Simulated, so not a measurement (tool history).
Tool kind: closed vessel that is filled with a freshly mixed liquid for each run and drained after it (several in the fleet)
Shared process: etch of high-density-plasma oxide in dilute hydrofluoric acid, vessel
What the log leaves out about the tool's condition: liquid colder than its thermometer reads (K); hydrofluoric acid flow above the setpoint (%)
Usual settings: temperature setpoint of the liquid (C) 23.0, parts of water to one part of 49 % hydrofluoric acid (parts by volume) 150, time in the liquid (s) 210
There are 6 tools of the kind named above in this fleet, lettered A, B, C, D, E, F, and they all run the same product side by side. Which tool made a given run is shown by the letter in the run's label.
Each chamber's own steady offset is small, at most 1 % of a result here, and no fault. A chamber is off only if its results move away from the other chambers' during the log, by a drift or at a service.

| run | day | temperature setpoint of the liquid (C) | parts of water to one part of 49 % hydrofluoric acid (parts by volume) | time in the liquid (s) | hours since the thermometer was replaced | hours since the hydrofluoric acid flow meter was replaced | read-back film thickness of the high-density-plasma oxide reference wafer, read on the same gauge (nm) | thickness taken off the high-density-plasma oxide on a monitor wafer (nm) |
|---|---|---|---|---|---|---|---|---|
| 1A | 0.388 | 23.0 | 150 | 210 | 512.8 | 153.3 | 120.02 | 6.4452 |
| 2C | 0.796 | 23.0 | 150 | 210 | 627.3 | 568.0 | 120.05 | 6.5007 |
| 3E | 1.038 | 23.0 | 150 | 210 | 152.6 | 1537.5 | 119.95 | 6.5313 |
| 4B | 1.450 | 23.0 | 150 | 210 | 1036.3 | 455.9 | 120.02 | 6.4651 |
| 5F | 1.888 | 23.0 | 150 | 210 | 1250.4 | 933.6 | 120.01 | 6.5468 |
| 6D | 2.175 | 23.0 | 150 | 210 | 157.8 | 506.1 | 120.02 | 6.4959 |
| 7F | 2.412 | 23.0 | 150 | 210 | 1263.0 | 946.2 | 120.02 | 6.5216 |
| 8B | 2.667 | 23.0 | 150 | 210 | 1065.5 | 485.1 | 120.01 | 6.4408 |
| 9C | 3.017 | 23.0 | 150 | 210 | 680.6 | 621.3 | 120.00 | 6.4806 |
| 10A | 3.238 | 23.0 | 150 | 210 | 581.2 | 221.7 | 119.98 | 6.4017 |
| 11E | 3.488 | 23.0 | 100 | 120 | 211.4 | 1596.3 | 120.04 | 5.9959 |
| 12D | 3.721 | 23.0 | 100 | 120 | 194.9 | 543.2 | 120.04 | 5.9061 |
| 13D | 4.146 | 23.0 | 100 | 120 | 205.1 | 553.4 | 120.03 | 5.9575 |
| 14C | 4.454 | 23.0 | 100 | 120 | 715.1 | 655.8 | 120.04 | 5.9223 |
| 15B | 4.829 | 23.0 | 100 | 120 | 1117.4 | 537.0 | 120.01 | 5.8743 |
| 16F | 5.196 | 23.0 | 100 | 120 | 1329.8 | 1013.0 | 119.99 | 5.8919 |
| 17A | 5.500 | 23.0 | 150 | 210 | 635.5 | 276.0 | 120.01 | 6.3857 |
| 18E | 5.879 | 23.0 | 150 | 210 | 268.8 | 1653.7 | 120.00 | 6.6362 |
| 19D | 6.208 | 26.5 | 150 | 250 | 254.6 | 602.9 | 119.99 | 8.8084 |
| 20E | 6.433 | 26.5 | 150 | 250 | 282.1 | 1667.0 | 120.00 | 8.9485 |
| 21F | 6.733 | 26.5 | 150 | 250 | 1366.7 | 1049.9 | 120.01 | 8.9234 |
| 22C | 7.196 | 26.5 | 150 | 250 | 780.9 | 721.6 | 119.99 | 8.8290 |
| 23A | 7.612 | 26.5 | 150 | 250 | 686.2 | 326.7 | 120.04 | 8.7813 |
| 24B | 7.950 | 26.5 | 150 | 250 | 1192.3 | 611.9 | 119.98 | 8.7310 |
| 25B | 8.296 | 23.0 | 150 | 210 | 1200.6 | 620.2 | 119.97 | 6.3956 |
| 26D | 8.562 | 23.0 | 150 | 210 | 311.1 | 659.4 | 120.04 | 6.5263 |
| 27E | 8.875 | 23.0 | 150 | 210 | 340.7 | 1725.6 | 120.02 | 6.7170 |
| 28C | 9.096 | 23.0 | 150 | 210 | 826.5 | 767.2 | 120.00 | 6.5678 |
| 29F | 9.400 | 23.0 | 150 | 210 | 1430.7 | 1113.9 | 120.00 | 6.5356 |
|  | 9.621 | chamber F: thermometer replaced |
| 30A | 9.658 | 23.0 | 150 | 210 | 735.3 | 375.8 | 120.00 | 6.4815 |
| 31F | 9.946 | 23.0 | 150 | 210 | 7.8 | 1127.0 | 120.03 | 6.5891 |
| 32B | 10.279 | 23.0 | 210 | 140 | 1248.2 | 667.8 | 120.07 | 2.9100 |
| 33A | 10.604 | 23.0 | 210 | 140 | 758.0 | 398.5 | 120.02 | 2.8750 |
| 34D | 11.025 | 23.0 | 210 | 140 | 370.2 | 718.5 | 120.00 | 2.8876 |
| 35E | 11.392 | 23.0 | 210 | 140 | 401.1 | 1786.0 | 120.04 | 3.0086 |
| 36C | 11.671 | 23.0 | 210 | 140 | 888.3 | 829.0 | 119.99 | 2.9046 |

One chamber off, gauge drift, or nothing amiss beyond the chambers' own small offsets? If it is a chamber, which one, and what is the likeliest cause?

It is chamber E that slowly wanders off from its peers.
Cause: hydrofluoric acid flow above the setpoint (%) = 3.97.
Not necessarily distinguishable in this log from: liquid hotter than its thermometer reads (K).

Which of the 4 candidates below, each the usual settings with something changed and its results left as question marks, puts chamber E back in line with what the other chambers give on the usual settings?
A result is in line if it is within this distance of the other chambers' mean on the usual settings: thickness taken off the high-density-plasma oxide on a monitor wafer (nm) 0.1100
| 37E-1 | 12.000 | 22.5 | 150 | 210 |  |  |  | ? |
| 37E-2 | 12.000 | 23.0 | 150 | 215 |  |  |  | ? |
| 37E-3 | 12.000 | 23.0 | 150 | 200 |  |  |  | ? |
| 37E-4 | 12.000 | 23.0 | 150 | 220 |  |  |  | ? |

Usual-settings mean across the other chambers: thickness taken off the high-density-plasma oxide on a monitor wafer (nm) 6.4884
| run | thickness taken off the high-density-plasma oxide on a monitor wafer (nm) |
|---|---|
| 37E-1 | 6.6981 |
| 37E-2 | 6.9894 |
| 37E-3 | 6.5018 |
| 37E-4 | 7.1520 |
37E-3 is the one that brings the chamber's results back in line with the other chambers.
